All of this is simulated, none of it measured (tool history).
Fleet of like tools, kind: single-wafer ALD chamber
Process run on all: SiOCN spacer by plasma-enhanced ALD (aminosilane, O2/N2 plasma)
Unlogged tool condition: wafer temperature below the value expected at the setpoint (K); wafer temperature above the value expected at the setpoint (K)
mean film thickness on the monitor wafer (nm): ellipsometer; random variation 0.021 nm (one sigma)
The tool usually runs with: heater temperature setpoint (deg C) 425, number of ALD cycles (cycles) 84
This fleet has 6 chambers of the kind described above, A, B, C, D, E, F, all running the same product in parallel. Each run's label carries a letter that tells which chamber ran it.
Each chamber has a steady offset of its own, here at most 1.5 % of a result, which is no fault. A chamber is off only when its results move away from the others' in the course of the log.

| run | hour | heater temperature setpoint (deg C) | number of ALD cycles (cycles) | hours since the last thermocouple change | read-back reference wafer on the same gauge, thickness_nm | mean film thickness on the monitor wafer (nm) |
|---|---|---|---|---|---|---|
| 1E | 6.4 | 425 | 84 | 934.7 | 5.162 | 4.7611 |
|  | 13.2 | chamber E: thermocouple changed; heater temperature recalibrated |
| 2B | 18.4 | 425 | 84 | 1478.1 | 5.1634 | 4.629 |
| 3C | 29.4 | 425 | 84 | 192.9 | 5.1602 | 4.6437 |
|  | 32 | chamber A: thermocouple changed; heater temperature recalibrated |
| 4F | 41.8 | 425 | 84 | 1897.6 | 5.1638 | 4.6467 |
| 5D | 52.9 | 425 | 84 | 120.6 | 5.1638 | 4.6419 |
| 6A | 63.9 | 425 | 84 | 32 | 5.1536 | 4.6635 |
| 7A | 75.9 | 425 | 84 | 44 | 5.1551 | 4.7043 |
| 8C | 84.8 | 425 | 84 | 248.3 | 5.16 | 4.6602 |
| 9F | 93.8 | 425 | 84 | 1949.6 | 5.1606 | 4.6768 |
| 10B | 101.8 | 425 | 84 | 1561.5 | 5.1606 | 4.6551 |
| 11E | 112.4 | 425 | 84 | 99.2 | 5.1587 | 4.7506 |
| 12D | 126.6 | 425 | 84 | 194.3 | 5.1645 | 4.6348 |
| 13A | 137.8 | 425 | 84 | 105.9 | 5.157 | 4.6527 |
| 14E | 150.7 | 425 | 84 | 137.5 | 5.1576 | 4.7481 |
| 15F | 157.7 | 435 | 78 | 2013.5 | 5.1619 | 4.1567 |
| 16C | 169.1 | 435 | 78 | 332.6 | 5.1585 | 4.169 |
| 17D | 179.9 | 435 | 78 | 247.6 | 5.1584 | 4.1627 |
| 18B | 186.4 | 435 | 78 | 1646.1 | 5.1609 | 4.1552 |
| 19F | 192.9 | 435 | 78 | 2048.7 | 5.1608 | 4.2181 |
| 20C | 207.2 | 435 | 78 | 370.7 | 5.1551 | 4.1771 |
| 21D | 214.3 | 431 | 97 | 282 | 5.1579 | 5.2563 |
| 22E | 227 | 431 | 97 | 213.8 | 5.1591 | 5.3396 |
| 23A | 237.2 | 431 | 97 | 205.3 | 5.1629 | 5.306 |
| 24B | 246.5 | 431 | 97 | 1706.2 | 5.1566 | 5.2697 |
| 25A | 258.6 | 431 | 97 | 226.7 | 5.1582 | 5.3365 |
| 26D | 265.8 | 431 | 97 | 333.5 | 5.1608 | 5.2388 |
| 27F | 274.6 | 425 | 84 | 2130.4 | 5.155 | 4.6694 |
| 28C | 283.7 | 425 | 84 | 447.2 | 5.1627 | 4.6684 |
|  | 292.7 | chamber F: thermocouple changed; heater temperature recalibrated |
| 29E | 293.6 | 425 | 84 | 280.4 | 5.1633 | 4.7463 |
| 30B | 300.5 | 425 | 84 | 1760.2 | 5.1566 | 4.6293 |
| 31C | 314.4 | 425 | 84 | 477.9 | 5.1636 | 4.6708 |
|  | 314.5 | chamber B: thermocouple changed; heater temperature recalibrated |
| 32F | 327.2 | 425 | 84 | 34.6 | 5.1609 | 4.6688 |
| 33E | 341.3 | 425 | 84 | 328.1 | 5.1542 | 4.6898 |
| 34A | 354.1 | 425 | 84 | 322.2 | 5.1593 | 4.6833 |
| 35B | 363.8 | 425 | 84 | 49.4 | 5.1596 | 4.6634 |
| 36D | 370.4 | 425 | 84 | 438.1 | 5.1586 | 4.6269 |

All 6 chambers run these settings next. Forecast each chamber's results:
| 37A | 381 | 425 | 78 |  |  | ? |
| 37B | 381 | 425 | 78 |  |  | ? |
| 37C | 381 | 425 | 78 |  |  | ? |
| 37D | 381 | 425 | 78 |  |  | ? |
| 37E | 381 | 425 | 78 |  |  | ? |
| 37F | 381 | 425 | 78 |  |  | ? |

| run | mean film thickness on the monitor wafer (nm) |
|---|---|
| 37A | 4.3939 |
| 37B | 4.2959 |
| 37C | 4.352 |
| 37D | 4.3104 |
| 37E | 4.4038 |
| 37F | 4.3049 |

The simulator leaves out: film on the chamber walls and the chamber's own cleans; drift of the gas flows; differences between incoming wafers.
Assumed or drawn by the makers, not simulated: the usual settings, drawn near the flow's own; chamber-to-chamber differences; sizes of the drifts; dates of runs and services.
